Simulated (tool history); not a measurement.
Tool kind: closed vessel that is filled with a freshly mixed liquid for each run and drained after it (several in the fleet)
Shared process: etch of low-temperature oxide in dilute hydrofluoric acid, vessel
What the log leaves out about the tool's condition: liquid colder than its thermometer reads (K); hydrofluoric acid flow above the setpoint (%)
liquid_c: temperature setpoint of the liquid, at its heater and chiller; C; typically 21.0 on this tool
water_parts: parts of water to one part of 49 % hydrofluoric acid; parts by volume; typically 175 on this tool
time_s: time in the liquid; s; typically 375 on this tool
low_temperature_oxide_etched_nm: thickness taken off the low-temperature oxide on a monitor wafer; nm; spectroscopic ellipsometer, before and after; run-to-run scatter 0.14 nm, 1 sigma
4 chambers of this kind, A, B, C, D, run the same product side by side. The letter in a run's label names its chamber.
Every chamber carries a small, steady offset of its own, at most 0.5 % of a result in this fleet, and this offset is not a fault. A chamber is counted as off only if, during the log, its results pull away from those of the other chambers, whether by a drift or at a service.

run	hour	liquid_c	water_parts	time_s	hours since the thermometer was replaced	hours since the hydrofluoric acid flow meter was replaced	read-back film thickness of the low-temperature oxide reference wafer, read on the same gauge (nm)	low_temperature_oxide_etched_nm
1B	3.8	21.0	175	375	2205.9	100.9	150.00	18.536
2D	12.2	21.0	175	375	316.3	468.2	150.01	18.665
3C	20.6	21.0	175	375	1502.2	616.3	150.02	18.545
4A	24.7	21.0	175	375	1435.0	301.1	150.01	18.396
# hour 26.4: chamber A: thermometer replaced
5A	32.0	21.0	175	375	5.6	308.4	150.02	18.591
6D	37.5	22.5	120	375	341.6	493.5	149.98	30.557
7C	42.1	22.5	120	375	1523.7	637.8	149.99	30.112
8B	45.8	22.5	120	375	2247.9	142.9	150.01	30.068
9A	54.2	22.5	120	375	27.8	330.6	149.98	30.797
10C	62.0	21.0	110	375	1543.6	657.7	150.00	31.599
11B	69.1	21.0	110	375	2271.2	166.2	149.99	31.255
12D	73.8	21.0	110	375	377.9	529.8	150.00	31.886
13C	82.3	21.0	110	375	1563.9	678.0	149.98	31.269
14A	86.1	21.0	175	375	59.7	362.5	149.99	18.678
15B	92.8	21.0	175	375	2294.9	189.9	150.00	18.514
16D	100.0	21.0	175	375	404.1	556.0	149.98	18.819
# hour 108.0: chamber D: hydrofluoric acid flow meter replaced
17C	108.4	21.0	175	375	1590.0	704.1	150.04	18.343
18D	114.2	21.0	175	375	418.3	6.2	150.02	18.479
19B	121.3	19.0	210	375	2323.4	218.4	150.00	13.582
20A	128.7	19.0	210	375	102.3	405.1	150.02	13.840
21B	137.0	19.0	210	375	2339.1	234.1	150.01	13.909
22D	142.7	19.0	210	375	446.8	34.7	150.00	13.953
# hour 146.9: chamber B: thermometer replaced
23C	149.2	21.0	175	375	1630.8	744.9	150.00	18.677
24A	156.0	21.0	175	375	129.6	432.4	150.00	18.662
25B	160.8	21.0	175	375	14.0	257.9	149.98	18.645
26A	165.0	21.0	95	245	138.6	441.4	150.02	24.642
27D	171.9	21.0	95	245	476.0	63.9	150.02	24.302
28C	178.0	21.0	95	245	1659.6	773.7	150.00	24.114
29B	181.9	21.0	95	245	35.1	279.0	150.00	24.321
30D	185.8	21.0	175	375	489.9	77.8	149.97	18.578
31A	192.7	21.0	175	375	166.3	469.1	149.98	18.614
32C	198.0	21.0	175	375	1679.6	793.7	149.98	18.336
33B	205.6	23.5	175	495	58.8	302.7	150.00	26.913
34C	213.1	23.5	175	495	1694.7	808.8	150.00	27.332
35D	219.9	23.5	175	495	524.0	111.9	150.00	26.910

One chamber off, gauge drift, or nothing amiss beyond the chambers' own small offsets? If it is a chamber, which one, and what is the likeliest cause?

All chambers stay in line apart from their small fixed offsets, and the gauge does not drift.
